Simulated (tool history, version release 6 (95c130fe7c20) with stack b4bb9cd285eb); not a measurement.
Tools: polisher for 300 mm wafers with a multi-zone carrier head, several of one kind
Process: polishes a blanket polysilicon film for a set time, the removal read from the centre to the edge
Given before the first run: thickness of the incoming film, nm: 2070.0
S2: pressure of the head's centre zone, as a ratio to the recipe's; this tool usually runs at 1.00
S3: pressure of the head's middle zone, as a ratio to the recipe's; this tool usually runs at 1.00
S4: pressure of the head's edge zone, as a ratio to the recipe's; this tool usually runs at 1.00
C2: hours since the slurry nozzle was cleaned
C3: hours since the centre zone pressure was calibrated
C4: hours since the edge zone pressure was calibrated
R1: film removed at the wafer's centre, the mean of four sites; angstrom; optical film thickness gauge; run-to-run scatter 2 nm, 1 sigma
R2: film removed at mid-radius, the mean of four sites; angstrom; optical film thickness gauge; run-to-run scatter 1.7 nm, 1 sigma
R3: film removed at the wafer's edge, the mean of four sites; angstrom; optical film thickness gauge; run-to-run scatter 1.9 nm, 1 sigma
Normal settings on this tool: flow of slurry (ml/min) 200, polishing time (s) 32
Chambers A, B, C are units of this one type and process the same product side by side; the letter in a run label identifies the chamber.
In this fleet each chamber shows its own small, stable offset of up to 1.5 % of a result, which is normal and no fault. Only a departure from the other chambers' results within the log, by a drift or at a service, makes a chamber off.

-- hour=0.3 chamber C: worn pad replaced by a new one
-- hour=6.6 chamber B: worn pad replaced by a new one
-- hour=11.4 chamber A: slurry nozzle cleaned
run 1B hour=11.9 | flow_of_slurry_(ml/min)=200 S2=1.00 S3=1.00 S4=1.00 polishing_time_(s)=32 | wafers_polished_on_this_pad=82 C2=591.9 C3=476.5 C4=200.3 | R1=1650.3 R2=1618.0 R3=1628.6
run 2C hour=24.6 | flow_of_slurry_(ml/min)=200 S2=1.00 S3=1.00 S4=1.00 polishing_time_(s)=32 | wafers_polished_on_this_pad=380 C2=266.7 C3=416.0 C4=644.1 | R1=1643.1 R2=1617.5 R3=1654.5
run 3A hour=34.1 | flow_of_slurry_(ml/min)=200 S2=1.00 S3=1.00 S4=1.00 polishing_time_(s)=32 | wafers_polished_on_this_pad=1315 C2=22.7 C3=283.8 C4=355.6 | R1=1666.2 R2=1656.3 R3=1642.4
-- hour=39.7 chamber A: worn pad replaced by a new one
run 4B hour=43.4 | flow_of_slurry_(ml/min)=200 S2=1.00 S3=1.00 S4=1.00 polishing_time_(s)=32 | wafers_polished_on_this_pad=574 C2=623.4 C3=508.0 C4=231.8 | R1=1648.2 R2=1648.7 R3=1639.6
run 5C hour=57.3 | flow_of_slurry_(ml/min)=200 S2=1.00 S3=1.00 S4=1.00 polishing_time_(s)=32 | wafers_polished_on_this_pad=890 C2=299.4 C3=448.7 C4=676.8 | R1=1621.1 R2=1615.0 R3=1617.8
-- hour=60.7 chamber C: worn pad replaced by a new one
run 6A hour=68.5 | flow_of_slurry_(ml/min)=200 S2=1.00 S3=1.00 S4=1.00 polishing_time_(s)=32 | wafers_polished_on_this_pad=450 C2=57.1 C3=318.2 C4=390.0 | R1=1677.9 R2=1639.1 R3=1655.9
run 7B hour=78.0 | flow_of_slurry_(ml/min)=200 S2=1.00 S3=1.00 S4=1.00 polishing_time_(s)=32 | wafers_polished_on_this_pad=1114 C2=658.0 C3=542.6 C4=266.4 | R1=1638.0 R2=1640.7 R3=1655.8
-- hour=84.0 chamber B: worn pad replaced by a new one
run 8C hour=84.6 | flow_of_slurry_(ml/min)=200 S2=1.00 S3=1.00 S4=1.00 polishing_time_(s)=32 | wafers_polished_on_this_pad=373 C2=326.7 C3=476.0 C4=704.1 | R1=1632.3 R2=1634.4 R3=1639.3
run 9A hour=92.6 | flow_of_slurry_(ml/min)=250 S2=1.00 S3=0.91 S4=1.00 polishing_time_(s)=32 | wafers_polished_on_this_pad=826 C2=81.2 C3=342.3 C4=414.1 | R1=1669.8 R2=1558.5 R3=1668.9
run 10C hour=100.0 | flow_of_slurry_(ml/min)=250 S2=1.00 S3=0.91 S4=1.00 polishing_time_(s)=32 | wafers_polished_on_this_pad=614 C2=342.1 C3=491.4 C4=719.5 | R1=1673.0 R2=1554.8 R3=1702.9
-- hour=108.1 chamber C: centre zone pressure recalibrated
run 11B hour=114.4 | flow_of_slurry_(ml/min)=250 S2=1.00 S3=0.91 S4=1.00 polishing_time_(s)=32 | wafers_polished_on_this_pad=475 C2=694.4 C3=579.0 C4=302.8 | R1=1652.6 R2=1555.0 R3=1681.9
-- hour=118.9 chamber C: worn pad replaced by a new one
run 12A hour=127.6 | flow_of_slurry_(ml/min)=200 S2=1.00 S3=1.00 S4=1.00 polishing_time_(s)=32 | wafers_polished_on_this_pad=1372 C2=116.2 C3=377.3 C4=449.1 | R1=1622.2 R2=1635.9 R3=1622.5
run 13A hour=134.9 | flow_of_slurry_(ml/min)=200 S2=1.00 S3=1.00 S4=1.00 polishing_time_(s)=32 | wafers_polished_on_this_pad=1486 C2=123.5 C3=384.6 C4=456.4 | R1=1627.7 R2=1662.4 R3=1600.4
-- hour=135.9 chamber A: worn pad replaced by a new one
-- hour=147.4 chamber B: edge zone pressure recalibrated
run 14B hour=147.8 | flow_of_slurry_(ml/min)=200 S2=1.00 S3=1.00 S4=1.00 polishing_time_(s)=32 | wafers_polished_on_this_pad=997 C2=727.8 C3=612.4 C4=0.4 | R1=1632.8 R2=1654.3 R3=1659.2
-- hour=150.6 chamber B: worn pad replaced by a new one
run 15C hour=159.9 | flow_of_slurry_(ml/min)=200 S2=1.00 S3=1.00 S4=1.00 polishing_time_(s)=32 | wafers_polished_on_this_pad=641 C2=402.0 C3=51.9 C4=779.4 | R1=1789.5 R2=1622.0 R3=1649.8
run 16C hour=171.6 | flow_of_slurry_(ml/min)=200 S2=1.00 S3=1.00 S4=1.00 polishing_time_(s)=32 | wafers_polished_on_this_pad=824 C2=413.7 C3=63.6 C4=791.1 | R1=1796.4 R2=1646.7 R3=1653.4
run 17B hour=178.3 | flow_of_slurry_(ml/min)=200 S2=1.00 S3=1.00 S4=1.00 polishing_time_(s)=32 | wafers_polished_on_this_pad=433 C2=758.3 C3=642.9 C4=30.9 | R1=1611.4 R2=1651.1 R3=1638.7
-- hour=181.9 chamber C: worn pad replaced by a new one
run 18A hour=188.5 | flow_of_slurry_(ml/min)=200 S2=1.00 S3=1.00 S4=1.00 polishing_time_(s)=32 | wafers_polished_on_this_pad=821 C2=177.1 C3=438.2 C4=510.0 | R1=1604.8 R2=1633.4 R3=1623.8
run 19C hour=203.0 | flow_of_slurry_(ml/min)=200 S2=1.00 S3=1.00 S4=1.00 polishing_time_(s)=32 | wafers_polished_on_this_pad=330 C2=445.1 C3=95.0 C4=822.5 | R1=1821.2 R2=1638.3 R3=1654.9
run 20B hour=211.5 | flow_of_slurry_(ml/min)=200 S2=0.91 S3=1.00 S4=1.00 polishing_time_(s)=25 | wafers_polished_on_this_pad=951 C2=791.5 C3=676.1 C4=64.1 | R1=1151.2 R2=1287.9 R3=1294.5
-- hour=217.2 chamber A: worn pad replaced by a new one
-- hour=221.7 chamber B: worn pad replaced by a new one
run 21A hour=223.1 | flow_of_slurry_(ml/min)=200 S2=0.91 S3=1.00 S4=1.00 polishing_time_(s)=25 | wafers_polished_on_this_pad=93 C2=211.7 C3=472.8 C4=544.6 | R1=1133.6 R2=1285.5 R3=1265.8
run 22B hour=234.1 | flow_of_slurry_(ml/min)=200 S2=0.91 S3=1.00 S4=1.00 polishing_time_(s)=25 | wafers_polished_on_this_pad=195 C2=814.1 C3=698.7 C4=86.7 | R1=1144.4 R2=1288.5 R3=1287.7
run 23A hour=240.6 | flow_of_slurry_(ml/min)=200 S2=1.00 S3=1.00 S4=1.00 polishing_time_(s)=32 | wafers_polished_on_this_pad=366 C2=229.2 C3=490.3 C4=562.1 | R1=1626.0 R2=1653.4 R3=1638.2
run 24C hour=249.5 | flow_of_slurry_(ml/min)=200 S2=1.00 S3=1.00 S4=1.00 polishing_time_(s)=32 | wafers_polished_on_this_pad=1057 C2=491.6 C3=141.5 C4=869.0 | R1=1779.8 R2=1619.8 R3=1596.2
-- hour=250.4 chamber C: worn pad replaced by a new one
run 25A hour=259.4 | flow_of_slurry_(ml/min)=200 S2=1.00 S3=1.00 S4=1.00 polishing_time_(s)=32 | wafers_polished_on_this_pad=659 C2=248.0 C3=509.1 C4=580.9 | R1=1625.0 R2=1649.8 R3=1637.9
-- hour=259.7 chamber B: slurry nozzle cleaned
run 26C hour=273.1 | flow_of_slurry_(ml/min)=200 S2=1.00 S3=1.00 S4=1.00 polishing_time_(s)=32 | wafers_polished_on_this_pad=355 C2=515.2 C3=165.1 C4=892.6 | R1=1817.8 R2=1635.0 R3=1648.0
run 27B hour=286.8 | flow_of_slurry_(ml/min)=200 S2=1.00 S3=1.00 S4=1.00 polishing_time_(s)=32 | wafers_polished_on_this_pad=1017 C2=27.1 C3=751.4 C4=139.4 | R1=1637.4 R2=1643.4 R3=1625.3
-- hour=294.1 chamber A: slurry nozzle cleaned
run 28A hour=297.1 | flow_of_slurry_(ml/min)=200 S2=1.00 S3=1.00 S4=1.00 polishing_time_(s)=32 | wafers_polished_on_this_pad=1248 C2=3.0 C3=546.8 C4=618.6 | R1=1638.1 R2=1646.4 R3=1642.8
run 29C hour=308.9 | flow_of_slurry_(ml/min)=200 S2=1.00 S3=1.00 S4=1.00 polishing_time_(s)=32 | wafers_polished_on_this_pad=914 C2=551.0 C3=200.9 C4=928.4 | R1=1765.0 R2=1624.3 R3=1650.8

Has any chamber moved away from the others, gradually or after a service, or does the common gauge drift, or do the chambers differ only by their own small steady offsets? State the chamber and the most likely cause if one applies.

A service on chamber C put it out of line with the rest.
Most likely cause: centre zone's pressure above its setpoint, % = 9.

Below are 4 candidate recipes for chamber C's next run, each the usual settings with a change, their results shown as question marks. Which of them brings C's results back in line with what the other chambers give on the usual settings?
Maximum distance from the other chambers' mean on the usual settings for a result to count as in line: R1 68.0 angstrom; R2 58.0 angstrom; R3 67.0 angstrom
run 30C-1 hour=319.4 | flow_of_slurry_(ml/min)=190 S2=0.86 S3=1.03 S4=1.05 polishing_time_(s)=32 | R1=? R2=? R3=?
run 30C-2 hour=319.4 | flow_of_slurry_(ml/min)=210 S2=1.16 S3=0.96 S4=0.95 polishing_time_(s)=32 | R1=? R2=? R3=?
run 30C-3 hour=319.4 | flow_of_slurry_(ml/min)=195 S2=0.92 S3=1.02 S4=1.03 polishing_time_(s)=32 | R1=? R2=? R3=?
run 30C-4 hour=319.4 | flow_of_slurry_(ml/min)=205 S2=1.08 S3=0.98 S4=0.97 polishing_time_(s)=32 | R1=? R2=? R3=?

On the usual settings, the other chambers give on average: R1 1632.5 angstrom; R2 1637.5 angstrom; R3 1647.8 angstrom
run=30C-1 R1=1501.4 R2=1653.5 R3=1664.4
run=30C-2 R1=2113.3 R2=1570.6 R3=1599.0
run=30C-3 R1=1624.2 R2=1644.7 R3=1652.6
run=30C-4 R1=1949.4 R2=1595.8 R3=1611.5
Change 30C-3 lands the chamber within the allowed miss of the other chambers.
